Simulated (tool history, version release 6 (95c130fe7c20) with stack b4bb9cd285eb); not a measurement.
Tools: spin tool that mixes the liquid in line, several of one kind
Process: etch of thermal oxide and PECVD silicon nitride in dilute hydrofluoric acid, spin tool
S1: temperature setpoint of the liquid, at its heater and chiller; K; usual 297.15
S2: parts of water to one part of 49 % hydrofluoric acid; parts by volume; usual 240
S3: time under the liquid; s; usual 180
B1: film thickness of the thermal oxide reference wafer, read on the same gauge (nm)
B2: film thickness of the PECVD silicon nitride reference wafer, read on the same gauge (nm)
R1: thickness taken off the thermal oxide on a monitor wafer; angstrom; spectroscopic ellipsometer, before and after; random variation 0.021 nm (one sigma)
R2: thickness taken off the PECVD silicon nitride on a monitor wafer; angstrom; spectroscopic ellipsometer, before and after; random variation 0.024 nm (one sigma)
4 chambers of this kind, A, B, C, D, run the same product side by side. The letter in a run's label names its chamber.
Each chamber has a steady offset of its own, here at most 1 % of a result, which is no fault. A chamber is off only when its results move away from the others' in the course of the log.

{"run": "1B", "hour": 9.0, "S1": 297.15, "S2": 240, "S3": 180, "B1": 79.992, "B2": 69.997, "R1": 28.805, "R2": 13.332}
{"run": "2C", "hour": 13.6, "S1": 297.15, "S2": 240, "S3": 180, "B1": 80.009, "B2": 69.985, "R1": 29.061, "R2": 12.927}
{"run": "3D", "hour": 20.6, "S1": 297.15, "S2": 240, "S3": 180, "B1": 79.994, "B2": 70.025, "R1": 28.764, "R2": 13.034}
{"run": "4A", "hour": 28.4, "S1": 297.15, "S2": 240, "S3": 180, "B1": 80.005, "B2": 69.995, "R1": 28.748, "R2": 12.827}
{"run": "5C", "hour": 37.7, "S1": 297.15, "S2": 240, "S3": 180, "B1": 79.999, "B2": 70.011, "R1": 29.099, "R2": 13.148}
{"run": "6D", "hour": 46.4, "S1": 297.15, "S2": 240, "S3": 180, "B1": 79.977, "B2": 70.006, "R1": 28.888, "R2": 12.754}
{"run": "7A", "hour": 54.6, "S1": 297.15, "S2": 240, "S3": 180, "B1": 79.999, "B2": 70.005, "R1": 29.292, "R2": 12.966}
{"hour": 58.2, "done": "chamber C: thermometer replaced"}
{"run": "8B", "hour": 62.4, "S1": 297.15, "S2": 240, "S3": 180, "B1": 79.989, "B2": 70.023, "R1": 29.147, "R2": 13.113}
{"run": "9A", "hour": 69.3, "S1": 297.15, "S2": 240, "S3": 180, "B1": 79.982, "B2": 70.015, "R1": 28.931, "R2": 13.27}
{"run": "10C", "hour": 74.5, "S1": 297.15, "S2": 240, "S3": 180, "B1": 79.99, "B2": 69.998, "R1": 28.981, "R2": 12.971}
{"run": "11D", "hour": 82.4, "S1": 300.65, "S2": 240, "S3": 180, "B1": 80.007, "B2": 70.013, "R1": 32.771, "R2": 16.067}
{"run": "12B", "hour": 90.8, "S1": 300.65, "S2": 240, "S3": 180, "B1": 80.019, "B2": 70.007, "R1": 32.657, "R2": 15.844}
{"run": "13B", "hour": 98.3, "S1": 300.65, "S2": 240, "S3": 180, "B1": 80.007, "B2": 69.976, "R1": 33.194, "R2": 16.321}
{"run": "14D", "hour": 106.4, "S1": 300.65, "S2": 240, "S3": 180, "B1": 80.011, "B2": 69.97, "R1": 32.903, "R2": 15.917}
{"run": "15A", "hour": 113.7, "S1": 297.15, "S2": 240, "S3": 180, "B1": 79.997, "B2": 69.993, "R1": 28.976, "R2": 13.498}
{"run": "16C", "hour": 120.2, "S1": 298.65, "S2": 355, "S3": 180, "B1": 80.009, "B2": 69.979, "R1": 18.353, "R2": 9.4237}
{"run": "17A", "hour": 126.9, "S1": 298.65, "S2": 355, "S3": 180, "B1": 79.997, "B2": 70.007, "R1": 18.427, "R2": 9.7651}
{"run": "18D", "hour": 133.6, "S1": 298.65, "S2": 355, "S3": 180, "B1": 80.024, "B2": 69.997, "R1": 18.241, "R2": 9.5741}
{"run": "19B", "hour": 142.7, "S1": 298.65, "S2": 355, "S3": 180, "B1": 79.997, "B2": 70.01, "R1": 18.493, "R2": 9.9923}
{"run": "20C", "hour": 151.1, "S1": 297.15, "S2": 240, "S3": 180, "B1": 80.009, "B2": 69.998, "R1": 28.932, "R2": 12.967}
{"run": "21B", "hour": 159.6, "S1": 297.15, "S2": 240, "S3": 180, "B1": 79.989, "B2": 69.999, "R1": 29.192, "R2": 13.268}
{"run": "22D", "hour": 166.5, "S1": 297.15, "S2": 240, "S3": 180, "B1": 79.983, "B2": 70.003, "R1": 28.876, "R2": 12.564}
{"run": "23A", "hour": 171.5, "S1": 297.15, "S2": 240, "S3": 85, "B1": 80.007, "B2": 69.996, "R1": 13.813, "R2": 5.8232}
{"run": "24C", "hour": 179.6, "S1": 297.15, "S2": 240, "S3": 85, "B1": 79.992, "B2": 70.018, "R1": 13.471, "R2": 5.8358}
{"run": "25A", "hour": 187.7, "S1": 297.15, "S2": 240, "S3": 85, "B1": 79.996, "B2": 69.98, "R1": 13.505, "R2": 6.1859}
{"run": "26D", "hour": 198.2, "S1": 297.15, "S2": 240, "S3": 85, "B1": 80.0, "B2": 69.98, "R1": 13.729, "R2": 6.2324}
{"run": "27C", "hour": 206.5, "S1": 297.15, "S2": 240, "S3": 180, "B1": 79.999, "B2": 69.982, "R1": 29.055, "R2": 12.949}
{"run": "28B", "hour": 215.1, "S1": 297.15, "S2": 240, "S3": 180, "B1": 80.001, "B2": 69.982, "R1": 29.414, "R2": 13.477}
{"run": "29B", "hour": 225.3, "S1": 297.15, "S2": 240, "S3": 180, "B1": 79.988, "B2": 69.966, "R1": 28.914, "R2": 13.347}
{"run": "30A", "hour": 232.6, "S1": 297.15, "S2": 240, "S3": 180, "B1": 79.976, "B2": 70.001, "R1": 29.094, "R2": 12.873}
{"run": "31C", "hour": 237.6, "S1": 297.15, "S2": 240, "S3": 180, "B1": 79.989, "B2": 69.97, "R1": 28.722, "R2": 12.943}
{"run": "32D", "hour": 246.1, "S1": 297.15, "S2": 240, "S3": 180, "B1": 80.002, "B2": 70.025, "R1": 28.924, "R2": 12.769}
{"run": "33B", "hour": 250.6, "S1": 297.15, "S2": 240, "S3": 180, "B1": 80.015, "B2": 69.99, "R1": 29.173, "R2": 13.025}
{"run": "34D", "hour": 260.1, "S1": 297.15, "S2": 240, "S3": 180, "B1": 80.027, "B2": 69.996, "R1": 29.078, "R2": 12.897}
{"run": "35C", "hour": 264.9, "S1": 297.15, "S2": 240, "S3": 180, "B1": 79.991, "B2": 69.98, "R1": 29.009, "R2": 12.346}
{"run": "36A", "hour": 270.4, "S1": 297.15, "S2": 240, "S3": 180, "B1": 79.99, "B2": 70.006, "R1": 29.035, "R2": 13.136}
{"run": "37C", "hour": 278.1, "S1": 297.15, "S2": 240, "S3": 180, "B1": 80.007, "B2": 70.004, "R1": 29.052, "R2": 13.34}
{"run": "38B", "hour": 288.2, "S1": 301.65, "S2": 240, "S3": 180, "B1": 80.006, "B2": 70.028, "R1": 34.13, "R2": 16.969}
{"run": "39D", "hour": 293.6, "S1": 301.65, "S2": 240, "S3": 180, "B1": 80.025, "B2": 70.0, "R1": 34.258, "R2": 16.389}
{"run": "40A", "hour": 301.8, "S1": 301.65, "S2": 240, "S3": 180, "B1": 80.002, "B2": 70.013, "R1": 33.799, "R2": 17.341}

Next, every chamber runs the same settings. What will each give?
{"run": "41A", "hour": 309.3, "S1": 297.15, "S2": 240, "S3": 180, "R1": "?", "R2": "?"}
{"run": "41B", "hour": 309.3, "S1": 297.15, "S2": 240, "S3": 180, "R1": "?", "R2": "?"}
{"run": "41C", "hour": 309.3, "S1": 297.15, "S2": 240, "S3": 180, "R1": "?", "R2": "?"}
{"run": "41D", "hour": 309.3, "S1": 297.15, "S2": 240, "S3": 180, "R1": "?", "R2": "?"}

run=41A R1=29.170 R2=12.9270
run=41B R1=28.872 R2=13.1640
run=41C R1=29.086 R2=12.9510
run=41D R1=29.150 R2=13.4140
